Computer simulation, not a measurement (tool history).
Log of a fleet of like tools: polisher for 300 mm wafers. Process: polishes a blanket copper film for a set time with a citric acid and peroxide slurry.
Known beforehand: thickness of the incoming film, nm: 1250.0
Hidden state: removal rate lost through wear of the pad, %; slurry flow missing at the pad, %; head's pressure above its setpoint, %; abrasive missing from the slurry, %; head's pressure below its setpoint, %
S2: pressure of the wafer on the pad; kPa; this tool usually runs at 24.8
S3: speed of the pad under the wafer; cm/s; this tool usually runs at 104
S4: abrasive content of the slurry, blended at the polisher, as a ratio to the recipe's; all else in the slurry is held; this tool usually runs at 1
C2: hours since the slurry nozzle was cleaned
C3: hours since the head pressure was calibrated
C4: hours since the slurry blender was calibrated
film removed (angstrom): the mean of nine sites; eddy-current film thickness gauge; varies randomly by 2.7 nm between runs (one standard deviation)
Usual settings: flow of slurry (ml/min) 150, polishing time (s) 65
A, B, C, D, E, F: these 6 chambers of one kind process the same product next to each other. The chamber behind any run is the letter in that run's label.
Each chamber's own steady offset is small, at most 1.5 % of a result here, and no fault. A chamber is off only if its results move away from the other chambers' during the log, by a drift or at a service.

Run 1B, day 0.15: usual settings; wafers polished on this pad 876; C2 257.5; C3 1236.2; C4 20. Result: film removed (angstrom) 1928.9.
At day 0.183: chamber E: slurry nozzle cleaned.
Run 2C, day 0.242: usual settings; wafers polished on this pad 618; C2 184.1; C3 25.3; C4 144. Result: film removed (angstrom) 1870.6.
At day 0.371: chamber E: slurry blender recalibrated.
Run 3E, day 0.408: usual settings; wafers polished on this pad 118; C2 5.5; C3 1031.4; C4 1. Result: film removed (angstrom) 1840.2.
Run 4F, day 0.588: usual settings; wafers polished on this pad 1053; C2 631.3; C3 888.7; C4 52.1. Result: film removed (angstrom) 1826.1.
Run 5D, day 0.692: usual settings; wafers polished on this pad 1116; C2 126.3; C3 536.6; C4 19.8. Result: film removed (angstrom) 1915.1.
At day 0.783: chamber F: worn pad replaced by a new one.
Run 6A, day 0.808: usual settings; wafers polished on this pad 436; C2 127.9; C3 331.6; C4 274.2. Result: film removed (angstrom) 1825.2.
At day 0.833: chamber B: worn pad replaced by a new one.
Run 7F, day 0.992: usual settings; wafers polished on this pad 46; C2 641; C3 898.4; C4 61.8. Result: film removed (angstrom) 1862.1.
Run 8B, day 1.088: usual settings but S4 0.9; wafers polished on this pad 56; C2 280; C3 1258.7; C4 42.5. Result: film removed (angstrom) 1824.1.
Run 9C, day 1.262: usual settings but S4 0.9; wafers polished on this pad 841; C2 208.6; C3 49.8; C4 168.5. Result: film removed (angstrom) 1846.6.
At day 1.35: chamber D: worn pad replaced by a new one.
Run 10D, day 1.371: usual settings but S4 0.9; wafers polished on this pad 4; C2 142.6; C3 552.9; C4 36.1. Result: film removed (angstrom) 1832.4.
At day 1.404: chamber C: slurry blender recalibrated.
Run 11E, day 1.492: usual settings but S4 0.9; wafers polished on this pad 356; C2 31.5; C3 1057.4; C4 27. Result: film removed (angstrom) 1839.7.
Run 12A, day 1.604: usual settings but S4 0.9; wafers polished on this pad 611; C2 147; C3 350.7; C4 293.3. Result: film removed (angstrom) 1827.1.
Run 13E, day 1.725: usual settings but S4 0.9; wafers polished on this pad 407; C2 37.1; C3 1063; C4 32.6. Result: film removed (angstrom) 1854.7.
At day 1.758: chamber C: worn pad replaced by a new one.
Run 14C, day 1.871: usual settings; wafers polished on this pad 25; C2 223.2; C3 64.4; C4 11.3. Result: film removed (angstrom) 1930.5.
Run 15A, day 1.971: usual settings; wafers polished on this pad 691; C2 155.8; C3 359.5; C4 302.1. Result: film removed (angstrom) 1885.6.
At day 2.033: chamber F: head pressure recalibrated.
Run 16D, day 2.133: usual settings; wafers polished on this pad 171; C2 160.9; C3 571.2; C4 54.4. Result: film removed (angstrom) 1878.
Run 17B, day 2.238: usual settings; wafers polished on this pad 308; C2 307.6; C3 1286.3; C4 70.1. Result: film removed (angstrom) 1944.3.
Run 18F, day 2.404: usual settings; wafers polished on this pad 356; C2 674.9; C3 8.9; C4 95.7. Result: film removed (angstrom) 1706.8.
Run 19B, day 2.604: usual settings; wafers polished on this pad 388; C2 316.4; C3 1295.1; C4 78.9. Result: film removed (angstrom) 1931.1.
Run 20F, day 2.762: usual settings but S2 17.2 kPa; wafers polished on this pad 434; C2 683.5; C3 17.5; C4 104.3. Result: film removed (angstrom) 1184.7.
Run 21C, day 2.917: usual settings but S2 17.2 kPa; wafers polished on this pad 254; C2 248.3; C3 89.5; C4 36.4. Result: film removed (angstrom) 1346.7.
Run 22D, day 3.042: usual settings but S2 17.2 kPa; wafers polished on this pad 370; C2 182.7; C3 593; C4 76.2. Result: film removed (angstrom) 1357.9.
At day 3.088: chamber F: slurry blender recalibrated.
At day 3.096: chamber B: head pressure recalibrated.
Run 23E, day 3.171: usual settings but S2 17.2 kPa; wafers polished on this pad 724; C2 71.8; C3 1097.7; C4 67.3. Result: film removed (angstrom) 1289.3.
Run 24A, day 3.321: usual settings but S2 17.2 kPa; wafers polished on this pad 987; C2 188.2; C3 391.9; C4 334.5. Result: film removed (angstrom) 1266.1.
Run 25F, day 3.471: usual settings but S2 17.2 kPa; wafers polished on this pad 590; C2 700.5; C3 34.5; C4 9.3. Result: film removed (angstrom) 1181.4.
Run 26D, day 3.642: usual settings; wafers polished on this pad 502; C2 197.1; C3 607.4; C4 90.6. Result: film removed (angstrom) 1893.3.
Run 27C, day 3.796: usual settings; wafers polished on this pad 447; C2 269.4; C3 110.6; C4 57.5. Result: film removed (angstrom) 1842.3.
Run 28B, day 3.979: usual settings but S2 20 kPa, polishing time (s) 85; wafers polished on this pad 690; C2 349.4; C3 21.3; C4 111.9. Result: film removed (angstrom) 2001.
At day 4.058: chamber E: worn pad replaced by a new one.
At day 4.1: chamber A: worn pad replaced by a new one.
Run 29A, day 4.162: usual settings but S2 20 kPa, polishing time (s) 85; wafers polished on this pad 14; C2 208.4; C3 412.1; C4 354.7. Result: film removed (angstrom) 2029.1.
Run 30E, day 4.25: usual settings but S2 20 kPa, polishing time (s) 85; wafers polished on this pad 42; C2 97.7; C3 1123.6; C4 93.2. Result: film removed (angstrom) 1965.6.
Run 31F, day 4.371: usual settings but S2 20 kPa, polishing time (s) 85; wafers polished on this pad 787; C2 722.1; C3 56.1; C4 30.9. Result: film removed (angstrom) 1764.6.
At day 4.433: chamber A: head pressure recalibrated.
Run 32A, day 4.521: usual settings but S2 20 kPa, polishing time (s) 85; wafers polished on this pad 92; C2 217; C3 2.2; C4 363.3. Result: film removed (angstrom) 2003.3.
At day 4.583: chamber E: head pressure recalibrated.
Run 33E, day 4.65: usual settings but S2 20 kPa, polishing time (s) 85; wafers polished on this pad 129; C2 107.3; C3 1.7; C4 102.8. Result: film removed (angstrom) 1947.4.
Run 34D, day 4.792: usual settings; wafers polished on this pad 754; C2 224.7; C3 635; C4 118.2. Result: film removed (angstrom) 1925.1.
Run 35B, day 4.962: usual settings; wafers polished on this pad 905; C2 373; C3 44.9; C4 135.5. Result: film removed (angstrom) 1894.4.
At day 4.988: chamber B: slurry blender recalibrated.
At day 5.038: chamber A: slurry blender recalibrated.
Run 36C, day 5.075: usual settings; wafers polished on this pad 727; C2 300.1; C3 141.3; C4 88.2. Result: film removed (angstrom) 1880.
Run 37D, day 5.175: usual settings but flow of slurry (ml/min) 120, S3 130 cm/s; wafers polished on this pad 838; C2 233.9; C3 644.2; C4 127.4. Result: film removed (angstrom) 2315.2.
Run 38B, day 5.317: usual settings but flow of slurry (ml/min) 120, S3 130 cm/s; wafers polished on this pad 983; C2 381.5; C3 53.4; C4 7.9. Result: film removed (angstrom) 2188.6.
Run 39C, day 5.458: usual settings but flow of slurry (ml/min) 120, S3 130 cm/s; wafers polished on this pad 811; C2 309.3; C3 150.5; C4 97.4. Result: film removed (angstrom) 2268.5.
Run 40E, day 5.583: usual settings but flow of slurry (ml/min) 120, S3 130 cm/s; wafers polished on this pad 334; C2 129.7; C3 24.1; C4 125.2. Result: film removed (angstrom) 2225.5.
Run 41F, day 5.717: usual settings but flow of slurry (ml/min) 120, S3 130 cm/s; wafers polished on this pad 1082; C2 754.4; C3 88.4; C4 63.2. Result: film removed (angstrom) 2037.9.
At day 5.8: chamber A: slurry nozzle cleaned.
Run 42A, day 5.879: usual settings but flow of slurry (ml/min) 120, S3 130 cm/s; wafers polished on this pad 390; C2 1.9; C3 34.8; C4 20.3. Result: film removed (angstrom) 2228.6.

Predict what each chamber gives when all 6 of them run the settings below next.
Run 43A, day 6.025: usual settings but polishing time (s) 87. Result: film removed (angstrom) ?.
Run 43B, day 6.025: usual settings but polishing time (s) 87. Result: film removed (angstrom) ?.
Run 43C, day 6.025: usual settings but polishing time (s) 87. Result: film removed (angstrom) ?.
Run 43D, day 6.025: usual settings but polishing time (s) 87. Result: film removed (angstrom) ?.
Run 43E, day 6.025: usual settings but polishing time (s) 87. Result: film removed (angstrom) ?.
Run 43F, day 6.025: usual settings but polishing time (s) 87. Result: film removed (angstrom) ?.

run  film removed (angstrom)
43A                   2505.1
43B                   2485.4
43C                   2487.9
43D                   2579.6
43E                   2514.4
43F                   2309.4
